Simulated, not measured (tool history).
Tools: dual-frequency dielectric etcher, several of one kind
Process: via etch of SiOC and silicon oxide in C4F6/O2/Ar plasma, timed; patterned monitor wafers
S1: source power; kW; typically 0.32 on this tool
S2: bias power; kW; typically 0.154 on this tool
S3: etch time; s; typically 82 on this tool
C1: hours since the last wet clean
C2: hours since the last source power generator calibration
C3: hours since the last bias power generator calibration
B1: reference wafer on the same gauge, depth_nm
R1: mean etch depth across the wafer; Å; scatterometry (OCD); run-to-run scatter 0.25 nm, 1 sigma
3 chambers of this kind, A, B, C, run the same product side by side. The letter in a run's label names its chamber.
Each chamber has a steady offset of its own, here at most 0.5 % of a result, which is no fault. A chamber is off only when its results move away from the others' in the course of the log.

run,day,S1,S2,S3,C1,C2,C3,B1,R1
1B,0.308,0.32,0.154,82,490.4,1691.8,542.4,66.001,805.17
2A,0.588,0.32,0.154,82,133.5,1583,378.1,65.999,808.69
3C,0.808,0.32,0.154,82,66.1,1654.1,144.2,66.07,801.3
4B,1.112,0.32,0.154,82,509.7,1711.1,561.7,66.011,803.19
5A,1.467,0.32,0.154,82,154.6,1604.1,399.2,66.025,808.29
6C,1.883,0.32,0.154,82,91.9,1679.9,170,66.018,812.23
7B,2.283,0.32,0.154,82,537.8,1739.2,589.8,66.001,805.61
8C,2.621,0.32,0.137,82,109.6,1697.6,187.7,65.997,780.3
9A,3.021,0.32,0.137,82,191.9,1641.4,436.5,66.018,783.17
10A,3.358,0.32,0.137,82,200,1649.5,444.6,66.084,781.03
11C,3.825,0.32,0.154,82,138.5,1726.5,216.6,66.024,807.88
12B,4.088,0.32,0.154,82,581.1,1782.5,633.1,66.017,804.48
13C,4.471,0.32,0.154,82,154,1742,232.1,66.021,810.4
# day 4.558: chamber B: wet clean of the chamber
14B,4.938,0.32,0.154,82,9.2,1802.9,653.5,66.007,788.03
15A,5.404,0.32,0.154,82,249.1,1698.6,493.7,66.032,812.86
16C,5.725,0.32,0.154,82,184.1,1772.1,262.2,65.998,811.37
17A,6.108,0.32,0.154,82,266,1715.5,510.6,65.953,807.56
18B,6.567,0.32,0.154,82,48.3,1842,692.6,66.057,781.66
19B,7,0.32,0.154,82,58.7,1852.4,703,66.004,787.31
20A,7.3,0.32,0.154,82,294.6,1744.1,539.2,65.991,807.83
21C,7.558,0.32,0.154,82,228.1,1816.1,306.2,66.04,804.56
22A,7.908,0.32,0.154,82,309.2,1758.7,553.8,65.964,814.62
23C,8.354,0.32,0.154,82,247.2,1835.2,325.3,65.97,801.18
24B,8.729,0.32,0.154,82,100.2,1893.9,744.5,65.986,784.09

Each of the 3 chambers runs these same settings next. Fill in every chamber's results:
25A,9.067,0.32,0.138,82,,,,,?
25B,9.067,0.32,0.138,82,,,,,?
25C,9.067,0.32,0.138,82,,,,,?

run,R1
25A,785.48
25B,761.25
25C,782.36
